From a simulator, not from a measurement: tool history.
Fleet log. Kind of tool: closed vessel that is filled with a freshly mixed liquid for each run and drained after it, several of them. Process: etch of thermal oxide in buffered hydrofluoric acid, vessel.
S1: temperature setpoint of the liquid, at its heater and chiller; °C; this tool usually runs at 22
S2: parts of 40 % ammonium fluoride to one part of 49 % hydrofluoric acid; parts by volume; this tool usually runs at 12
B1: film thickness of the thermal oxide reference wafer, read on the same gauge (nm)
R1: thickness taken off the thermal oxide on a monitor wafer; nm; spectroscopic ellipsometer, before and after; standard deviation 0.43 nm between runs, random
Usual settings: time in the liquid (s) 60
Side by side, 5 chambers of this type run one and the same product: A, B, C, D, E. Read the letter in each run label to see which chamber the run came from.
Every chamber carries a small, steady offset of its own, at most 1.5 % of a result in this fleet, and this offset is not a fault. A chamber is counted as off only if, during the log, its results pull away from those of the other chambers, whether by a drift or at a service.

run 1E hour=10.4 | S1=22 S2=12 time_in_the_liquid_(s)=60 | B1=99.996 | R1=50.657
-- hour=20.4 chamber C: thermometer replaced
run 2B hour=21.4 | S1=22 S2=12 time_in_the_liquid_(s)=60 | B1=100 | R1=50.893
run 3A hour=28.4 | S1=22 S2=12 time_in_the_liquid_(s)=60 | B1=100.01 | R1=51.728
run 4C hour=36.2 | S1=22 S2=12 time_in_the_liquid_(s)=60 | B1=100.01 | R1=51.139
run 5D hour=41.9 | S1=22 S2=12 time_in_the_liquid_(s)=60 | B1=100 | R1=51.121
run 6B hour=52.7 | S1=22 S2=12 time_in_the_liquid_(s)=60 | B1=100.01 | R1=50.666
run 7D hour=58.2 | S1=22 S2=12 time_in_the_liquid_(s)=60 | B1=100.01 | R1=51.388
run 8C hour=66.4 | S1=22 S2=12 time_in_the_liquid_(s)=60 | B1=99.995 | R1=50.879
run 9A hour=77.7 | S1=22 S2=12 time_in_the_liquid_(s)=60 | B1=99.995 | R1=52.648
run 10E hour=87 | S1=22 S2=12 time_in_the_liquid_(s)=60 | B1=99.999 | R1=51.561
run 11B hour=98.6 | S1=22 S2=12 time_in_the_liquid_(s)=60 | B1=99.981 | R1=51.817
-- hour=102.1 chamber C: hydrofluoric acid flow meter replaced
run 12A hour=106.2 | S1=22 S2=12 time_in_the_liquid_(s)=60 | B1=100 | R1=52.856
run 13D hour=116.7 | S1=22 S2=12 time_in_the_liquid_(s)=60 | B1=99.999 | R1=51.265
run 14C hour=125.5 | S1=22 S2=12 time_in_the_liquid_(s)=60 | B1=99.999 | R1=50.075
run 15E hour=131.7 | S1=22 S2=12 time_in_the_liquid_(s)=60 | B1=99.992 | R1=51.55
run 16E hour=138.6 | S1=22 S2=12 time_in_the_liquid_(s)=60 | B1=99.992 | R1=52.481
run 17C hour=150.3 | S1=22 S2=12 time_in_the_liquid_(s)=60 | B1=100.02 | R1=50.572
run 18B hour=160.9 | S1=22 S2=12 time_in_the_liquid_(s)=60 | B1=99.983 | R1=51.246
run 19D hour=169 | S1=22 S2=12 time_in_the_liquid_(s)=60 | B1=100 | R1=51.484
run 20A hour=176.9 | S1=22 S2=12 time_in_the_liquid_(s)=60 | B1=100 | R1=54.574
run 21C hour=186 | S1=22 S2=12 time_in_the_liquid_(s)=60 | B1=99.991 | R1=50.339
run 22E hour=197.7 | S1=22 S2=12 time_in_the_liquid_(s)=60 | B1=100.01 | R1=50.562
run 23D hour=208.3 | S1=22 S2=12 time_in_the_liquid_(s)=60 | B1=100 | R1=51.955
run 24A hour=218.1 | S1=22 S2=12 time_in_the_liquid_(s)=60 | B1=99.992 | R1=54.993
run 25B hour=226.1 | S1=22 S2=12 time_in_the_liquid_(s)=60 | B1=99.988 | R1=51.159
run 26E hour=231.7 | S1=22 S2=12 time_in_the_liquid_(s)=60 | B1=99.993 | R1=51.997
run 27D hour=243.7 | S1=22 S2=12 time_in_the_liquid_(s)=60 | B1=99.991 | R1=50.529
run 28A hour=250.5 | S1=22 S2=12 time_in_the_liquid_(s)=45 | B1=99.983 | R1=41.9
run 29C hour=262.1 | S1=22 S2=12 time_in_the_liquid_(s)=45 | B1=100 | R1=38.096
run 30B hour=272.8 | S1=22 S2=12 time_in_the_liquid_(s)=45 | B1=99.982 | R1=38.483
run 31A hour=278.4 | S1=22 S2=12 time_in_the_liquid_(s)=45 | B1=100.01 | R1=42.518
run 32E hour=287 | S1=22 S2=12 time_in_the_liquid_(s)=45 | B1=100.01 | R1=38.597

Is one chamber off against the others, does the gauge drift, or is nothing wrong? If a chamber is off, say which, and what the likeliest cause is.

Chamber A drifts away from the others.
Likeliest cause: liquid hotter than its thermometer reads (K) = 1.88.
With only this log, it may be confused with: hydrofluoric acid flow above the setpoint (%).

Below are 4 candidate recipes for chamber A's next run, each the usual settings with a change, their results shown as question marks. Which of them brings A's results back in line with what the other chambers give on the usual settings?
In line means no further than this from the other chambers' mean on the usual settings: R1 1.5 nm
run 33A-1 hour=295.7 | S1=22.5 S2=11 time_in_the_liquid_(s)=60 | R1=?
run 33A-2 hour=295.7 | S1=20 S2=12 time_in_the_liquid_(s)=60 | R1=?
run 33A-3 hour=295.7 | S1=21 S2=12 time_in_the_liquid_(s)=60 | R1=?
run 33A-4 hour=295.7 | S1=23 S2=12 time_in_the_liquid_(s)=60 | R1=?

On the usual settings, the other chambers give on average: R1 51.291 nm
run=33A-1 R1=63.558
run=33A-2 R1=50.962
run=33A-3 R1=53.791
run=33A-4 R1=59.9
With 33A-2, the chamber falls back in line with the rest.
